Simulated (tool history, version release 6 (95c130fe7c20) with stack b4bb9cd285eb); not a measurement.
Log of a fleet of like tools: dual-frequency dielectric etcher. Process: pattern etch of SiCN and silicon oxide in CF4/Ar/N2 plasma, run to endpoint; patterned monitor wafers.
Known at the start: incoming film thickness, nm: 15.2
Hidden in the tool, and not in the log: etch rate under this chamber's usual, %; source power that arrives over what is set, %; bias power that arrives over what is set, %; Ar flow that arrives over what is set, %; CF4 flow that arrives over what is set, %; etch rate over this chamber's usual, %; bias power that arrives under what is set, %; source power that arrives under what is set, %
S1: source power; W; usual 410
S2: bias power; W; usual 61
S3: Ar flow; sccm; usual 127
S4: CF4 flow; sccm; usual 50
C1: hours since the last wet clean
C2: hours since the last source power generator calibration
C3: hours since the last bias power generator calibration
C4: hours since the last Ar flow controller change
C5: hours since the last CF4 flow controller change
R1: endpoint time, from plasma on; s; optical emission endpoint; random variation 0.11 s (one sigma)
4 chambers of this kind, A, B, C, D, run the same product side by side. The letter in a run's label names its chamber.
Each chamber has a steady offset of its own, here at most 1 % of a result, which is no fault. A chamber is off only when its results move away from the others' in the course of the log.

| run | day | S1 | S2 | S3 | S4 | C1 | C2 | C3 | C4 | C5 | R1 |
|---|---|---|---|---|---|---|---|---|---|---|---|
| 1B | 0.183 | 410 | 61 | 127 | 50 | 195.8 | 3239.5 | 1893.9 | 299.8 | 3993 | 22.127 |
| 2D | 0.442 | 410 | 61 | 127 | 50 | 464.3 | 1732.5 | 216.3 | 345.1 | 1746.2 | 22.27 |
| 3C | 0.7 | 410 | 61 | 127 | 50 | 133.6 | 3695.6 | 1303 | 1634.8 | 2297.6 | 22.525 |
| 4A | 0.962 | 410 | 61 | 127 | 50 | 96.5 | 2637.5 | 1306 | 415.3 | 2320.8 | 22.252 |
| 5B | 1.162 | 410 | 61 | 127 | 50 | 219.3 | 3263 | 1917.4 | 323.3 | 4016.5 | 22.223 |
| 6A | 1.375 | 410 | 52 | 127 | 50 | 106.4 | 2647.4 | 1315.9 | 425.2 | 2330.7 | 23.397 |
| 7D | 1.625 | 410 | 52 | 127 | 50 | 492.7 | 1760.9 | 244.7 | 373.5 | 1774.6 | 23.52 |
| 8C | 1.892 | 410 | 52 | 127 | 50 | 162.2 | 3724.2 | 1331.6 | 1663.4 | 2326.2 | 23.71 |
| 9A | 2.067 | 410 | 52 | 127 | 50 | 123 | 2664 | 1332.5 | 441.8 | 2347.3 | 23.161 |
| 10D | 2.283 | 410 | 61 | 127 | 50 | 508.5 | 1776.7 | 260.5 | 389.3 | 1790.4 | 22.109 |
| 11C | 2.483 | 410 | 61 | 127 | 50 | 176.4 | 3738.4 | 1345.8 | 1677.6 | 2340.4 | 22.39 |
|  | 2.662 | chamber D: wet clean of the chamber |
| 12B | 2.692 | 410 | 61 | 127 | 50 | 256 | 3299.7 | 1954.1 | 360 | 4053.2 | 21.995 |
| 13B | 2.938 | 410 | 61 | 127 | 50 | 261.9 | 3305.6 | 1960 | 365.9 | 4059.1 | 22.186 |
| 14D | 3.133 | 410 | 61 | 127 | 50 | 11.4 | 1797.1 | 280.9 | 409.7 | 1810.8 | 23.417 |
| 15A | 3.296 | 410 | 61 | 158 | 58 | 152.5 | 2693.5 | 1362 | 471.3 | 2376.8 | 22.325 |
| 16C | 3.525 | 410 | 61 | 158 | 58 | 201.4 | 3763.4 | 1370.8 | 1702.6 | 2365.4 | 22.957 |
| 17B | 3.667 | 410 | 61 | 158 | 58 | 279.4 | 3323.1 | 1977.5 | 383.4 | 4076.6 | 22.362 |
| 18C | 3.846 | 410 | 61 | 158 | 58 | 209.1 | 3771.1 | 1378.5 | 1710.3 | 2373.1 | 22.891 |
| 19D | 4.112 | 410 | 61 | 127 | 50 | 34.9 | 1820.6 | 304.4 | 433.2 | 1834.3 | 23.587 |
| 20A | 4.304 | 410 | 61 | 127 | 50 | 176.7 | 2717.7 | 1386.2 | 495.5 | 2401 | 22.146 |
| 21B | 4.546 | 410 | 61 | 127 | 50 | 300.5 | 3344.2 | 1998.6 | 404.5 | 4097.7 | 22.357 |
| 22C | 4.696 | 410 | 61 | 127 | 50 | 229.5 | 3791.5 | 1398.9 | 1730.7 | 2393.5 | 22.523 |
| 23D | 4.929 | 410 | 61 | 127 | 50 | 54.5 | 1840.2 | 324 | 452.8 | 1853.9 | 23.524 |
| 24A | 5.062 | 410 | 61 | 127 | 50 | 194.9 | 2735.9 | 1404.4 | 513.7 | 2419.2 | 22.281 |
| 25A | 5.246 | 410 | 61 | 127 | 50 | 199.3 | 2740.3 | 1408.8 | 518.1 | 2423.6 | 22.109 |
| 26B | 5.512 | 410 | 61 | 127 | 50 | 323.7 | 3367.4 | 2021.8 | 427.7 | 4120.9 | 22.243 |

What goes on in this fleet: one chamber off, a drifting gauge, or nothing beyond the chambers' own small offsets? Name the chamber and the cause, if any.

A service left chamber D off against the others.
Cause: etch rate under this chamber's usual, % = 4.89.

Here are 4 candidates for chamber D's next run, each the usual settings with a change, their results left as question marks. Which one brings its results back in line with what the others give on the usual settings?
In line means no further than this from the other chambers' mean on the usual settings: R1 0.37 s
| 27D-1 | 5.717 | 410 | 68 | 127 | 53 |  |  |  |  |  | ? |
| 27D-2 | 5.717 | 410 | 58 | 127 | 49 |  |  |  |  |  | ? |
| 27D-3 | 5.717 | 390 | 60 | 127 | 49 |  |  |  |  |  | ? |
| 27D-4 | 5.717 | 410 | 61 | 127 | 56 |  |  |  |  |  | ? |

The other chambers' mean on the usual settings: R1 22.276 s
| run | R1 |
|---|---|
| 27D-1 | 22.293 |
| 27D-2 | 23.913 |
| 27D-3 | 24.669 |
| 27D-4 | 22.958 |
27D-1 brings the chamber back in line.

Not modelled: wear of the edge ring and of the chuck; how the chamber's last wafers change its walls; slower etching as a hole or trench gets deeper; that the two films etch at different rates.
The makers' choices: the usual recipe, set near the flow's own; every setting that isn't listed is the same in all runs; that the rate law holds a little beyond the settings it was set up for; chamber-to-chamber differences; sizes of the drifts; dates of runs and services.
